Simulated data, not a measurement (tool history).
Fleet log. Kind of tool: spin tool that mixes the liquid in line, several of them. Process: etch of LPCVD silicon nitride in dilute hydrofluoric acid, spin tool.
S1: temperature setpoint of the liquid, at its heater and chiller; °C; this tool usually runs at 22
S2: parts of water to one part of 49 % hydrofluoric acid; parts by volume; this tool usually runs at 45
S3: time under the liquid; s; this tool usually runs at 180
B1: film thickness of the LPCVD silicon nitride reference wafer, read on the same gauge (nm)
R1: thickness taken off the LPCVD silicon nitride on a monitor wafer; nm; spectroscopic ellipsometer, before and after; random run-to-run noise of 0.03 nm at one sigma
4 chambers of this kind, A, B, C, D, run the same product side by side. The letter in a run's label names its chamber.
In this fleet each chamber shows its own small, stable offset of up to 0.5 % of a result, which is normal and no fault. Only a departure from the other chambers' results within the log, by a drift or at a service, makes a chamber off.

Run 1D, hour 4.1: usual settings; B1 140.01. Result: R1 1.7234 nm.
Run 2A, hour 10.4: usual settings; B1 139.97. Result: R1 1.7551 nm.
Run 3B, hour 14.3: usual settings; B1 140.04. Result: R1 1.8202 nm.
Run 4C, hour 21.1: usual settings; B1 139.98. Result: R1 1.7755 nm.
Run 5C, hour 26.4: usual settings; B1 140.01. Result: R1 1.758 nm.
Run 6A, hour 31.7: usual settings; B1 140. Result: R1 1.7698 nm.
Run 7D, hour 36.4: usual settings; B1 140.02. Result: R1 1.8125 nm.
Run 8B, hour 40: usual settings; B1 140.01. Result: R1 1.8136 nm.
Run 9A, hour 45.6: usual settings; B1 140. Result: R1 1.7707 nm.
Run 10D, hour 51.7: usual settings; B1 140. Result: R1 1.8361 nm.
Run 11C, hour 58: usual settings; B1 140.01. Result: R1 1.7735 nm.
Run 12B, hour 64.4: usual settings; B1 139.97. Result: R1 1.8445 nm.
Run 13C, hour 69.9: usual settings; B1 140.02. Result: R1 1.7914 nm.
Run 14D, hour 76.3: usual settings but S1 25.5 °C, S3 250 s; B1 139.99. Result: R1 3.1448 nm.
Run 15B, hour 80: usual settings but S1 25.5 °C, S3 250 s; B1 139.97. Result: R1 3.3072 nm.
Run 16A, hour 83.4: usual settings but S1 25.5 °C, S3 250 s; B1 140.02. Result: R1 3.3808 nm.
Run 17B, hour 90.4: usual settings but S1 25.5 °C, S3 250 s; B1 140. Result: R1 3.2168 nm.
Run 18A, hour 96: usual settings; B1 140. Result: R1 1.9183 nm.
Run 19D, hour 99.4: usual settings; B1 140.02. Result: R1 1.8477 nm.
Run 20C, hour 106.2: usual settings; B1 140. Result: R1 1.7594 nm.
Run 21C, hour 113.4: usual settings; B1 140. Result: R1 1.7877 nm.
Run 22A, hour 119.3: usual settings; B1 139.98. Result: R1 1.9715 nm.
Run 23D, hour 125.9: usual settings; B1 140.01. Result: R1 1.835 nm.
Run 24B, hour 131.1: usual settings; B1 140. Result: R1 1.8699 nm.
Run 25D, hour 136.5: usual settings; B1 140. Result: R1 1.8168 nm.
Run 26A, hour 143.4: usual settings; B1 139.97. Result: R1 1.9734 nm.
At hour 146.8: chamber B: hydrofluoric acid flow meter replaced.
Run 27C, hour 147.5: usual settings; B1 140.01. Result: R1 1.8131 nm.
Run 28B, hour 154.1: usual settings but S1 25.5 °C, S3 260 s; B1 140. Result: R1 3.3873 nm.
Run 29B, hour 158.1: usual settings but S1 25.5 °C, S3 260 s; B1 140.02. Result: R1 3.377 nm.
Run 30D, hour 165.4: usual settings but S1 25.5 °C, S3 260 s; B1 140.02. Result: R1 3.3903 nm.
At hour 166.4: chamber B: thermometer replaced.
Run 31A, hour 172.5: usual settings but S1 25.5 °C, S3 260 s; B1 140.01. Result: R1 3.7062 nm.
Run 32C, hour 179.9: usual settings; B1 139.99. Result: R1 1.7457 nm.
Run 33B, hour 186.5: usual settings but S1 19 °C, S3 270 s; B1 139.98. Result: R1 2.2105 nm.
Run 34D, hour 192.8: usual settings but S1 19 °C, S3 270 s; B1 140.01. Result: R1 2.2709 nm.
Run 35C, hour 197.5: usual settings but S1 19 °C, S3 270 s; B1 140. Result: R1 2.1388 nm.
Run 36A, hour 203.7: usual settings but S1 19 °C, S3 270 s; B1 140.02. Result: R1 2.4244 nm.
Run 37A, hour 209.5: usual settings; B1 140.01. Result: R1 2.0716 nm.
Run 38C, hour 214.2: usual settings; B1 139.98. Result: R1 1.7768 nm.
Run 39D, hour 219: usual settings; B1 140.03. Result: R1 1.7826 nm.
Run 40B, hour 224.9: usual settings; B1 140.01. Result: R1 1.7814 nm.
Run 41C, hour 231.4: usual settings; B1 140.02. Result: R1 1.8063 nm.

Does one chamber stand apart from the rest, does the shared gauge drift, or is all well apart from small per-chamber offsets? Give the chamber and the most likely cause, where there is one.

Little by little, chamber A moves away from the other chambers.
Most likely cause: liquid hotter than its thermometer reads (K) = 2.53.

Here are 4 candidates for chamber A's next run, each the usual settings with a change, their results left as question marks. Which one brings its results back in line with what the others give on the usual settings?
Allowed miss from the other chambers' usual-settings mean, per result, to count as in line: R1 0.11 nm
Run 42A-1, hour 236.8: usual settings but S1 24.5 °C. Result: R1 ?.
Run 42A-2, hour 236.8: usual settings but S3 190 s. Result: R1 ?.
Run 42A-3, hour 236.8: usual settings but S3 170 s. Result: R1 ?.
Run 42A-4, hour 236.8: usual settings but S1 21.5 °C, S3 160 s. Result: R1 ?.

On the usual settings, the other chambers give on average: R1 1.8054 nm
  run      R1
42A-1  2.5277
42A-2  2.2567
42A-3  2.0192
42A-4  1.8361
42A-4 is the one that brings the chamber's results back in line with the other chambers.
